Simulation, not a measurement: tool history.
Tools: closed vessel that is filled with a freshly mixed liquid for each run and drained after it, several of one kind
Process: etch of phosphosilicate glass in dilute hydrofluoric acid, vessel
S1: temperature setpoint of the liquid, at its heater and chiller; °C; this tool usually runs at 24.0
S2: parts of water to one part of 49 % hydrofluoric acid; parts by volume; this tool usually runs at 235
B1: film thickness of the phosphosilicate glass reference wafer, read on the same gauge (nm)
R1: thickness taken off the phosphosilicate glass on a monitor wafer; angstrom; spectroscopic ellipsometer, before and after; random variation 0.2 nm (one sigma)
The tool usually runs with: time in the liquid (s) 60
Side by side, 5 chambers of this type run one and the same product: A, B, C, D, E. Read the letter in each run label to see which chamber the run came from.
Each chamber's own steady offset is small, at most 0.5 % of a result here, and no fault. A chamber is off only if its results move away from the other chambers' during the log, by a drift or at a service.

{"run": "1B", "day": 0.262, "S1": 24.0, "S2": 235, "time in the liquid (s)": 60, "B1": 79.993, "R1": 230.2}
{"run": "2E", "day": 0.542, "S1": 24.0, "S2": 235, "time in the liquid (s)": 60, "B1": 80.004, "R1": 230.31}
{"run": "3C", "day": 0.842, "S1": 24.0, "S2": 235, "time in the liquid (s)": 60, "B1": 79.985, "R1": 232.71}
{"run": "4D", "day": 1.004, "S1": 24.0, "S2": 235, "time in the liquid (s)": 60, "B1": 80.03, "R1": 231.03}
{"run": "5A", "day": 1.158, "S1": 24.0, "S2": 235, "time in the liquid (s)": 60, "B1": 79.994, "R1": 229.89}
{"run": "6D", "day": 1.3, "S1": 24.0, "S2": 235, "time in the liquid (s)": 60, "B1": 79.968, "R1": 228.16}
{"run": "7E", "day": 1.517, "S1": 24.0, "S2": 235, "time in the liquid (s)": 35, "B1": 79.992, "R1": 134.01}
{"run": "8B", "day": 1.721, "S1": 24.0, "S2": 235, "time in the liquid (s)": 35, "B1": 80.006, "R1": 134.46}
{"run": "9C", "day": 1.95, "S1": 24.0, "S2": 235, "time in the liquid (s)": 35, "B1": 80.021, "R1": 132.97}
{"run": "10A", "day": 2.121, "S1": 24.0, "S2": 235, "time in the liquid (s)": 35, "B1": 79.981, "R1": 134.15}
{"run": "11C", "day": 2.35, "S1": 24.0, "S2": 235, "time in the liquid (s)": 35, "B1": 80.019, "R1": 133.97}
{"run": "12B", "day": 2.546, "S1": 21.5, "S2": 235, "time in the liquid (s)": 30, "B1": 80.026, "R1": 107.58}
{"run": "13D", "day": 2.746, "S1": 21.5, "S2": 235, "time in the liquid (s)": 30, "B1": 79.979, "R1": 106.25}
{"day": 2.962, "done": "chamber C: thermometer replaced"}
{"run": "14A", "day": 2.996, "S1": 21.5, "S2": 235, "time in the liquid (s)": 30, "B1": 80.014, "R1": 105.18}
{"run": "15E", "day": 3.162, "S1": 21.5, "S2": 235, "time in the liquid (s)": 30, "B1": 80.016, "R1": 106.28}
{"run": "16C", "day": 3.404, "S1": 21.5, "S2": 235, "time in the liquid (s)": 30, "B1": 80.013, "R1": 105.7}
{"run": "17A", "day": 3.583, "S1": 24.0, "S2": 235, "time in the liquid (s)": 60, "B1": 80.006, "R1": 233.17}
{"run": "18D", "day": 3.729, "S1": 24.0, "S2": 235, "time in the liquid (s)": 60, "B1": 79.985, "R1": 229.21}
{"run": "19B", "day": 4.012, "S1": 24.0, "S2": 235, "time in the liquid (s)": 60, "B1": 80.021, "R1": 231.64}
{"run": "20E", "day": 4.171, "S1": 21.5, "S2": 155, "time in the liquid (s)": 60, "B1": 79.989, "R1": 352.01}
{"run": "21D", "day": 4.404, "S1": 21.5, "S2": 155, "time in the liquid (s)": 60, "B1": 79.96, "R1": 345.6}
{"run": "22B", "day": 4.638, "S1": 21.5, "S2": 155, "time in the liquid (s)": 60, "B1": 80.004, "R1": 347.72}
{"run": "23A", "day": 4.888, "S1": 21.5, "S2": 155, "time in the liquid (s)": 60, "B1": 79.99, "R1": 347.88}
{"run": "24E", "day": 5.1, "S1": 21.5, "S2": 155, "time in the liquid (s)": 60, "B1": 80.018, "R1": 360.21}
{"day": 5.196, "done": "chamber A: thermometer replaced"}
{"run": "25C", "day": 5.229, "S1": 24.0, "S2": 235, "time in the liquid (s)": 30, "B1": 80.024, "R1": 115.76}
{"run": "26B", "day": 5.504, "S1": 24.0, "S2": 235, "time in the liquid (s)": 30, "B1": 80.003, "R1": 116.33}
{"run": "27E", "day": 5.729, "S1": 24.0, "S2": 235, "time in the liquid (s)": 30, "B1": 79.979, "R1": 123.78}
{"run": "28A", "day": 5.862, "S1": 24.0, "S2": 235, "time in the liquid (s)": 30, "B1": 80.008, "R1": 116.43}
{"run": "29C", "day": 6.054, "S1": 24.0, "S2": 235, "time in the liquid (s)": 30, "B1": 79.974, "R1": 115.85}
{"run": "30D", "day": 6.346, "S1": 24.0, "S2": 235, "time in the liquid (s)": 60, "B1": 79.992, "R1": 232.62}
{"run": "31B", "day": 6.608, "S1": 24.0, "S2": 235, "time in the liquid (s)": 60, "B1": 79.998, "R1": 234.49}
{"run": "32C", "day": 6.879, "S1": 24.0, "S2": 235, "time in the liquid (s)": 60, "B1": 79.998, "R1": 231.98}
{"run": "33E", "day": 7.058, "S1": 24.0, "S2": 170, "time in the liquid (s)": 30, "B1": 80.013, "R1": 183.54}
{"run": "34A", "day": 7.221, "S1": 24.0, "S2": 170, "time in the liquid (s)": 30, "B1": 79.987, "R1": 171.44}

One chamber off, gauge drift, or nothing amiss beyond the chambers' own small offsets? If it is a chamber, which one, and what is the likeliest cause?

Chamber E drifts away from the others.
What lies behind it: hydrofluoric acid flow above the setpoint (%) = 8.13.
It could be hard to tell apart here from: liquid hotter than its thermometer reads (K).

Below are 4 candidate recipes for chamber E's next run, each the usual settings with a change, their results shown as question marks. Which of them brings E's results back in line with what the other chambers give on the usual settings?
Maximum distance from the other chambers' mean on the usual settings for a result to count as in line: R1 7.10 angstrom
{"run": "35E-1", "day": 7.433, "S1": 24.0, "S2": 230, "time in the liquid (s)": 60, "R1": "?"}
{"run": "35E-2", "day": 7.433, "S1": 24.0, "S2": 255, "time in the liquid (s)": 60, "R1": "?"}
{"run": "35E-3", "day": 7.433, "S1": 24.0, "S2": 240, "time in the liquid (s)": 60, "R1": "?"}
{"run": "35E-4", "day": 7.433, "S1": 26.5, "S2": 235, "time in the liquid (s)": 60, "R1": "?"}

The mean the other chambers reach with the usual settings: R1 231.05 angstrom
run=35E-1 R1=260.47
run=35E-2 R1=229.73
run=35E-3 R1=247.38
run=35E-4 R1=277.30
Change 35E-2 lands the chamber within the allowed miss of the other chambers.
